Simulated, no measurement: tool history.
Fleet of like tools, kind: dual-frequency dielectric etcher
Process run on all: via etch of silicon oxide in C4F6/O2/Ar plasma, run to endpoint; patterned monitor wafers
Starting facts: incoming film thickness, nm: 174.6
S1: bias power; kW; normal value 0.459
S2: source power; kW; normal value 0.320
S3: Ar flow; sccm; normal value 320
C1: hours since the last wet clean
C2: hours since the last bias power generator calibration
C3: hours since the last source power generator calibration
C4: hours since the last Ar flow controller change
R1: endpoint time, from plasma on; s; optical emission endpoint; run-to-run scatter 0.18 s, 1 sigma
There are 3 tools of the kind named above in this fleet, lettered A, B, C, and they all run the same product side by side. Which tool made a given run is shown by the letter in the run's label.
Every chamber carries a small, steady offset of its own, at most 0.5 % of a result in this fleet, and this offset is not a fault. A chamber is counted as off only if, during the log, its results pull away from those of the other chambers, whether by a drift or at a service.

{"run": "1B", "hour": 11.2, "S1": 0.459, "S2": 0.32, "S3": 320, "C1": 351.5, "C2": 1402.3, "C3": 606.2, "C4": 1400.3, "R1": 43.499}
{"run": "2A", "hour": 22.4, "S1": 0.459, "S2": 0.32, "S3": 320, "C1": 164.3, "C2": 1012.5, "C3": 1107.1, "C4": 1813.9, "R1": 43.64}
{"run": "3C", "hour": 32.0, "S1": 0.459, "S2": 0.32, "S3": 320, "C1": 131.3, "C2": 3642.1, "C3": 149.8, "C4": 2307.4, "R1": 43.496}
{"run": "4A", "hour": 43.1, "S1": 0.459, "S2": 0.32, "S3": 320, "C1": 185.0, "C2": 1033.2, "C3": 1127.8, "C4": 1834.6, "R1": 43.631}
{"run": "5C", "hour": 48.3, "S1": 0.459, "S2": 0.32, "S3": 320, "C1": 147.6, "C2": 3658.4, "C3": 166.1, "C4": 2323.7, "R1": 43.338}
{"run": "6B", "hour": 56.7, "S1": 0.459, "S2": 0.32, "S3": 320, "C1": 397.0, "C2": 1447.8, "C3": 651.7, "C4": 1445.8, "R1": 43.085}
{"run": "7A", "hour": 67.9, "S1": 0.459, "S2": 0.32, "S3": 348, "C1": 209.8, "C2": 1058.0, "C3": 1152.6, "C4": 1859.4, "R1": 44.084}
{"run": "8C", "hour": 73.1, "S1": 0.459, "S2": 0.32, "S3": 348, "C1": 172.4, "C2": 3683.2, "C3": 190.9, "C4": 2348.5, "R1": 43.883}
{"run": "9B", "hour": 81.2, "S1": 0.459, "S2": 0.32, "S3": 348, "C1": 421.5, "C2": 1472.3, "C3": 676.2, "C4": 1470.3, "R1": 44.202}
{"run": "10B", "hour": 89.3, "S1": 0.459, "S2": 0.32, "S3": 320, "C1": 429.6, "C2": 1480.4, "C3": 684.3, "C4": 1478.4, "R1": 43.986}
{"run": "11C", "hour": 96.1, "S1": 0.459, "S2": 0.32, "S3": 320, "C1": 195.4, "C2": 3706.2, "C3": 213.9, "C4": 2371.5, "R1": 43.377}
{"run": "12A", "hour": 105.0, "S1": 0.459, "S2": 0.32, "S3": 320, "C1": 246.9, "C2": 1095.1, "C3": 1189.7, "C4": 1896.5, "R1": 43.552}
{"run": "13B", "hour": 116.6, "S1": 0.459, "S2": 0.32, "S3": 320, "C1": 456.9, "C2": 1507.7, "C3": 711.6, "C4": 1505.7, "R1": 43.547}
{"run": "14A", "hour": 126.8, "S1": 0.459, "S2": 0.32, "S3": 320, "C1": 268.7, "C2": 1116.9, "C3": 1211.5, "C4": 1918.3, "R1": 43.731}
{"run": "15C", "hour": 136.1, "S1": 0.459, "S2": 0.32, "S3": 320, "C1": 235.4, "C2": 3746.2, "C3": 253.9, "C4": 2411.5, "R1": 43.207}
{"run": "16C", "hour": 143.4, "S1": 0.459, "S2": 0.32, "S3": 320, "C1": 242.7, "C2": 3753.5, "C3": 261.2, "C4": 2418.8, "R1": 43.442}
{"run": "17B", "hour": 153.4, "S1": 0.459, "S2": 0.32, "S3": 320, "C1": 493.7, "C2": 1544.5, "C3": 748.4, "C4": 1542.5, "R1": 44.037}
{"run": "18A", "hour": 160.1, "S1": 0.424, "S2": 0.32, "S3": 320, "C1": 302.0, "C2": 1150.2, "C3": 1244.8, "C4": 1951.6, "R1": 45.043}
{"run": "19B", "hour": 167.4, "S1": 0.424, "S2": 0.32, "S3": 320, "C1": 507.7, "C2": 1558.5, "C3": 762.4, "C4": 1556.5, "R1": 45.359}
{"run": "20C", "hour": 175.9, "S1": 0.424, "S2": 0.32, "S3": 320, "C1": 275.2, "C2": 3786.0, "C3": 293.7, "C4": 2451.3, "R1": 44.795}
{"run": "21A", "hour": 182.3, "S1": 0.459, "S2": 0.32, "S3": 320, "C1": 324.2, "C2": 1172.4, "C3": 1267.0, "C4": 1973.8, "R1": 43.566}
{"run": "22B", "hour": 191.3, "S1": 0.459, "S2": 0.32, "S3": 320, "C1": 531.6, "C2": 1582.4, "C3": 786.3, "C4": 1580.4, "R1": 44.164}
{"run": "23A", "hour": 202.8, "S1": 0.459, "S2": 0.32, "S3": 320, "C1": 344.7, "C2": 1192.9, "C3": 1287.5, "C4": 1994.3, "R1": 43.628}
{"run": "24C", "hour": 211.8, "S1": 0.459, "S2": 0.32, "S3": 320, "C1": 311.1, "C2": 3821.9, "C3": 329.6, "C4": 2487.2, "R1": 43.055}

All chambers now run identical settings, listed one chamber a line with results as question marks. What results will each chamber show?
{"run": "25A", "hour": 220.2, "S1": 0.459, "S2": 0.32, "S3": 320, "R1": "?"}
{"run": "25B", "hour": 220.2, "S1": 0.459, "S2": 0.32, "S3": 320, "R1": "?"}
{"run": "25C", "hour": 220.2, "S1": 0.459, "S2": 0.32, "S3": 320, "R1": "?"}

run=25A R1=43.511
run=25B R1=44.547
run=25C R1=43.449
